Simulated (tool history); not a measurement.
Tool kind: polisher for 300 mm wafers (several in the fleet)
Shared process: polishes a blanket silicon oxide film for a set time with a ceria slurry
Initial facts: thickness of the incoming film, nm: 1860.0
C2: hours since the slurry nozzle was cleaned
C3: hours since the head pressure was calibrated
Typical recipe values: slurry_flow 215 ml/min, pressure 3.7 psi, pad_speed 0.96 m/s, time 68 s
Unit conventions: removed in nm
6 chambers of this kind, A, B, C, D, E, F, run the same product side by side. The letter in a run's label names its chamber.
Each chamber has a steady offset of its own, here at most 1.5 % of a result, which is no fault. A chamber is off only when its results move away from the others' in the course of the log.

-- hour=0.2 chamber C: worn pad replaced by a new one
run 1E hour=6.8 | slurry_flow=215 pressure=3.7 pad_speed=0.96 time=68 | wafers_polished_on_this_pad=691 C2=87 C3=192.9 | removed=339.11
run 2B hour=13.1 | slurry_flow=215 pressure=3.7 pad_speed=0.96 time=68 | wafers_polished_on_this_pad=602 C2=700.2 C3=748.4 | removed=338.64
-- hour=20.1 chamber F: head pressure recalibrated
-- hour=21.8 chamber E: worn pad replaced by a new one
run 3C hour=21.8 | slurry_flow=215 pressure=3.7 pad_speed=0.96 time=68 | wafers_polished_on_this_pad=128 C2=83.6 C3=297.4 | removed=333.51
-- hour=25.8 chamber F: worn pad replaced by a new one
-- hour=29.7 chamber D: worn pad replaced by a new one
run 4A hour=31.7 | slurry_flow=215 pressure=3.7 pad_speed=0.96 time=68 | wafers_polished_on_this_pad=632 C2=487.9 C3=689.9 | removed=342.98
-- hour=35.6 chamber B: worn pad replaced by a new one
run 5F hour=40.6 | slurry_flow=215 pressure=3.7 pad_speed=0.96 time=68 | wafers_polished_on_this_pad=88 C2=739.2 C3=20.6 | removed=341.81
run 6D hour=50.6 | slurry_flow=215 pressure=3.7 pad_speed=0.96 time=68 | wafers_polished_on_this_pad=124 C2=424.4 C3=168.1 | removed=329.33
-- hour=57.1 chamber A: worn pad replaced by a new one
run 7F hour=57.1 | slurry_flow=215 pressure=3.7 pad_speed=0.96 time=68 | wafers_polished_on_this_pad=185 C2=755.7 C3=37.1 | removed=347.33
run 8B hour=67.5 | slurry_flow=215 pressure=3.7 pad_speed=0.96 time=68 | wafers_polished_on_this_pad=189 C2=754.6 C3=802.8 | removed=342.13
-- hour=74.3 chamber D: slurry nozzle cleaned
run 9C hour=74.6 | slurry_flow=215 pressure=3.7 pad_speed=0.96 time=68 | wafers_polished_on_this_pad=441 C2=136.4 C3=350.2 | removed=339.07
-- hour=79.7 chamber F: slurry nozzle cleaned
run 10A hour=80.1 | slurry_flow=215 pressure=3.7 pad_speed=0.96 time=68 | wafers_polished_on_this_pad=136 C2=536.3 C3=738.3 | removed=339.65
run 11E hour=87.5 | slurry_flow=155 pressure=3.7 pad_speed=0.96 time=68 | wafers_polished_on_this_pad=389 C2=167.7 C3=273.6 | removed=324.58
run 12D hour=96.9 | slurry_flow=155 pressure=3.7 pad_speed=0.96 time=68 | wafers_polished_on_this_pad=398 C2=22.7 C3=214.4 | removed=318.96
run 13A hour=104.2 | slurry_flow=155 pressure=3.7 pad_speed=0.96 time=68 | wafers_polished_on_this_pad=279 C2=560.4 C3=762.4 | removed=323.31
-- hour=109.3 chamber F: worn pad replaced by a new one
run 14C hour=111.7 | slurry_flow=155 pressure=3.7 pad_speed=0.96 time=68 | wafers_polished_on_this_pad=660 C2=173.5 C3=387.3 | removed=328.53
run 15B hour=120.9 | slurry_flow=155 pressure=3.7 pad_speed=0.96 time=68 | wafers_polished_on_this_pad=505 C2=808 C3=856.2 | removed=327.31
run 16F hour=129.5 | slurry_flow=155 pressure=3.7 pad_speed=0.96 time=68 | wafers_polished_on_this_pad=119 C2=49.9 C3=109.5 | removed=330.37
run 17D hour=140.6 | slurry_flow=215 pressure=3.7 pad_speed=0.96 time=68 | wafers_polished_on_this_pad=657 C2=66.4 C3=258.1 | removed=340.07
run 18E hour=149.6 | slurry_flow=215 pressure=3.7 pad_speed=0.96 time=68 | wafers_polished_on_this_pad=756 C2=229.8 C3=335.7 | removed=338.6
run 19E hour=159.2 | slurry_flow=215 pressure=3.7 pad_speed=0.96 time=68 | wafers_polished_on_this_pad=813 C2=239.4 C3=345.3 | removed=334.72
run 20F hour=168.4 | slurry_flow=215 pressure=3.7 pad_speed=0.96 time=68 | wafers_polished_on_this_pad=350 C2=88.8 C3=148.4 | removed=345.56
-- hour=174.7 chamber E: worn pad replaced by a new one
run 21C hour=176.8 | slurry_flow=240 pressure=2.4 pad_speed=0.96 time=68 | wafers_polished_on_this_pad=1046 C2=238.6 C3=452.4 | removed=228.15
-- hour=178.4 chamber B: worn pad replaced by a new one
run 22D hour=184 | slurry_flow=240 pressure=2.4 pad_speed=0.96 time=68 | wafers_polished_on_this_pad=914 C2=109.8 C3=301.5 | removed=221.83
-- hour=186.3 chamber F: worn pad replaced by a new one
run 23B hour=190.6 | slurry_flow=240 pressure=2.4 pad_speed=0.96 time=68 | wafers_polished_on_this_pad=72 C2=877.7 C3=925.9 | removed=225.04
-- hour=196.6 chamber B: slurry nozzle cleaned
run 24A hour=200.2 | slurry_flow=240 pressure=2.4 pad_speed=0.96 time=68 | wafers_polished_on_this_pad=848 C2=656.4 C3=858.4 | removed=223.64
-- hour=206.7 chamber C: worn pad replaced by a new one
run 25C hour=210.8 | slurry_flow=240 pressure=2.4 pad_speed=0.96 time=68 | wafers_polished_on_this_pad=24 C2=272.6 C3=486.4 | removed=228.38
-- hour=215 chamber A: worn pad replaced by a new one
run 26F hour=221.9 | slurry_flow=240 pressure=2.4 pad_speed=0.96 time=68 | wafers_polished_on_this_pad=210 C2=142.3 C3=201.9 | removed=220.14
run 27B hour=228.6 | slurry_flow=215 pressure=3.7 pad_speed=0.96 time=68 | wafers_polished_on_this_pad=297 C2=32 C3=963.9 | removed=349
run 28E hour=236.3 | slurry_flow=215 pressure=3.7 pad_speed=0.96 time=68 | wafers_polished_on_this_pad=365 C2=316.5 C3=422.4 | removed=335.09
run 29A hour=245 | slurry_flow=215 pressure=3.7 pad_speed=0.96 time=68 | wafers_polished_on_this_pad=178 C2=701.2 C3=903.2 | removed=342.04
-- hour=249.1 chamber D: worn pad replaced by a new one
run 30D hour=255.8 | slurry_flow=180 pressure=3.7 pad_speed=1.1 time=68 | wafers_polished_on_this_pad=39 C2=181.6 C3=373.3 | removed=375.36
run 31E hour=263.6 | slurry_flow=180 pressure=3.7 pad_speed=1.1 time=68 | wafers_polished_on_this_pad=526 C2=343.8 C3=449.7 | removed=379.52
-- hour=266 chamber F: worn pad replaced by a new one
run 32D hour=273.8 | slurry_flow=180 pressure=3.7 pad_speed=1.1 time=68 | wafers_polished_on_this_pad=146 C2=199.6 C3=391.3 | removed=382.79
run 33B hour=283.9 | slurry_flow=180 pressure=3.7 pad_speed=1.1 time=68 | wafers_polished_on_this_pad=625 C2=87.3 C3=1019.2 | removed=385.92
run 34A hour=289.8 | slurry_flow=180 pressure=3.7 pad_speed=1.1 time=68 | wafers_polished_on_this_pad=443 C2=746 C3=948 | removed=382.14
run 35C hour=300.5 | slurry_flow=180 pressure=3.7 pad_speed=1.1 time=68 | wafers_polished_on_this_pad=555 C2=362.3 C3=576.1 | removed=373.78
run 36F hour=308.4 | slurry_flow=215 pressure=3.7 pad_speed=0.96 time=68 | wafers_polished_on_this_pad=251 C2=228.8 C3=288.4 | removed=340.53

One chamber off, gauge drift, or nothing amiss beyond the chambers' own small offsets? If it is a chamber, which one, and what is the likeliest cause?

No chamber is off and the gauge is stable; the differences are just each chamber's small, constant offset.
